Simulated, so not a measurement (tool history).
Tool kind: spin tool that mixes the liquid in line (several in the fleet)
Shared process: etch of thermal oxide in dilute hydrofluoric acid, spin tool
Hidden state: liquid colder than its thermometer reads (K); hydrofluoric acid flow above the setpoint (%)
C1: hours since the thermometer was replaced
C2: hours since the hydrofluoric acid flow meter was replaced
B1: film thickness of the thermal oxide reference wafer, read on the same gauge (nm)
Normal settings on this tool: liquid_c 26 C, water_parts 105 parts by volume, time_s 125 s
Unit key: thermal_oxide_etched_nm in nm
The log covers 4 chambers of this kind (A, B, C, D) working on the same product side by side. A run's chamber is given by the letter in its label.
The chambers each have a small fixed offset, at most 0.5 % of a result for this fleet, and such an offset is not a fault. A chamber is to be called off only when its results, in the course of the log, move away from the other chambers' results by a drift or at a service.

Run 1C, hour 5.2: usual settings; C1 541.5; C2 901.9; B1 109.98. Result: thermal_oxide_etched_nm 5.9331 nm.
Run 2B, hour 10.9: usual settings; C1 536.5; C2 149.6; B1 109.98. Result: thermal_oxide_etched_nm 5.9174 nm.
Run 3D, hour 14.9: usual settings; C1 294.6; C2 492.6; B1 110.01. Result: thermal_oxide_etched_nm 5.9265 nm.
Run 4A, hour 20.5: usual settings; C1 84.3; C2 114.3; B1 110.01. Result: thermal_oxide_etched_nm 5.9361 nm.
Run 5B, hour 26.9: usual settings; C1 552.5; C2 165.6; B1 109.99. Result: thermal_oxide_etched_nm 5.9518 nm.
Run 6A, hour 32.0: usual settings; C1 95.8; C2 125.8; B1 109.98. Result: thermal_oxide_etched_nm 5.9911 nm.
Run 7C, hour 35.9: usual settings; C1 572.2; C2 932.6; B1 110.00. Result: thermal_oxide_etched_nm 5.9495 nm.
Run 8D, hour 42.8: usual settings; C1 322.5; C2 520.5; B1 110.00. Result: thermal_oxide_etched_nm 5.9192 nm.
Run 9B, hour 46.6: usual settings; C1 572.2; C2 185.3; B1 110.02. Result: thermal_oxide_etched_nm 5.9377 nm.
Run 10D, hour 51.7: usual settings; C1 331.4; C2 529.4; B1 110.04. Result: thermal_oxide_etched_nm 5.8692 nm.
Run 11A, hour 57.5: usual settings; C1 121.3; C2 151.3; B1 110.00. Result: thermal_oxide_etched_nm 5.9344 nm.
Run 12C, hour 64.9: usual settings; C1 601.2; C2 961.6; B1 110.01. Result: thermal_oxide_etched_nm 5.9514 nm.
Run 13B, hour 70.4: usual settings; C1 596.0; C2 209.1; B1 110.03. Result: thermal_oxide_etched_nm 5.9506 nm.
Run 14A, hour 76.5: usual settings; C1 140.3; C2 170.3; B1 110.00. Result: thermal_oxide_etched_nm 5.9404 nm.
Run 15D, hour 83.2: usual settings; C1 362.9; C2 560.9; B1 110.01. Result: thermal_oxide_etched_nm 5.7832 nm.
Run 16C, hour 88.1: usual settings; C1 624.4; C2 984.8; B1 109.99. Result: thermal_oxide_etched_nm 5.9955 nm.
Run 17B, hour 95.0: usual settings; C1 620.6; C2 233.7; B1 110.01. Result: thermal_oxide_etched_nm 5.9834 nm.
Run 18A, hour 100.9: usual settings; C1 164.7; C2 194.7; B1 110.00. Result: thermal_oxide_etched_nm 5.9353 nm.
Run 19C, hour 105.5: usual settings; C1 641.8; C2 1002.2; B1 110.01. Result: thermal_oxide_etched_nm 5.9333 nm.
Run 20D, hour 112.1: usual settings; C1 391.8; C2 589.8; B1 109.99. Result: thermal_oxide_etched_nm 5.7448 nm.
Run 21D, hour 116.9: usual settings; C1 396.6; C2 594.6; B1 110.02. Result: thermal_oxide_etched_nm 5.7081 nm.
Run 22B, hour 120.5: usual settings; C1 646.1; C2 259.2; B1 110.00. Result: thermal_oxide_etched_nm 5.9285 nm.
Run 23C, hour 125.6: usual settings but liquid_c 28 C, water_parts 80 parts by volume; C1 661.9; C2 1022.3; B1 110.02. Result: thermal_oxide_etched_nm 8.6522 nm.
Run 24A, hour 132.5: usual settings but liquid_c 28 C, water_parts 80 parts by volume; C1 196.3; C2 226.3; B1 110.03. Result: thermal_oxide_etched_nm 8.7557 nm.
Run 25D, hour 138.2: usual settings but liquid_c 28 C, water_parts 80 parts by volume; C1 417.9; C2 615.9; B1 109.99. Result: thermal_oxide_etched_nm 8.2901 nm.
Run 26B, hour 141.5: usual settings but liquid_c 28 C, water_parts 80 parts by volume; C1 667.1; C2 280.2; B1 110.00. Result: thermal_oxide_etched_nm 8.7442 nm.
Run 27A, hour 145.0: usual settings; C1 208.8; C2 238.8; B1 110.00. Result: thermal_oxide_etched_nm 5.9786 nm.
Run 28C, hour 151.3: usual settings; C1 687.6; C2 1048.0; B1 110.00. Result: thermal_oxide_etched_nm 5.9296 nm.
Run 29B, hour 158.4: usual settings; C1 684.0; C2 297.1; B1 110.01. Result: thermal_oxide_etched_nm 5.9404 nm.
Run 30D, hour 163.2: usual settings; C1 442.9; C2 640.9; B1 110.00. Result: thermal_oxide_etched_nm 5.5774 nm.

Is one chamber out of step, is the gauge drifting, or do the chambers differ by no more than their own small offsets? For an off chamber, give its letter and the likeliest cause.

One chamber, D, drifts off from the rest bit by bit.
Cause: liquid colder than its thermometer reads (K) = 1.86.
The log might look much the same if the cause were instead: hydrofluoric acid flow below the setpoint (%).

Below are 4 candidate recipes for chamber D's next run, each the usual settings with a change, their results shown as question marks. Which of them brings D's results back in line with what the other chambers give on the usual settings?
Maximum distance from the other chambers' mean on the usual settings for a result to count as in line: thermal_oxide_etched_nm 0.1100 nm
Run 31D-1, hour 168.5: usual settings but liquid_c 26.5 C, water_parts 100 parts by volume. Result: thermal_oxide_etched_nm ?.
Run 31D-2, hour 168.5: usual settings but liquid_c 26.5 C, water_parts 95 parts by volume. Result: thermal_oxide_etched_nm ?.
Run 31D-3, hour 168.5: usual settings but liquid_c 25.5 C, water_parts 110 parts by volume. Result: thermal_oxide_etched_nm ?.
Run 31D-4, hour 168.5: usual settings but water_parts 110 parts by volume, time_s 115 s. Result: thermal_oxide_etched_nm ?.

Usual-settings mean across the other chambers: thermal_oxide_etched_nm 5.9409 nm
  run  thermal_oxide_etched_nm
31D-1                   5.9845
31D-2                   6.3332
31D-3                   5.1728
31D-4                   4.8555
Change 31D-1 lands the chamber within the allowed miss of the other chambers.
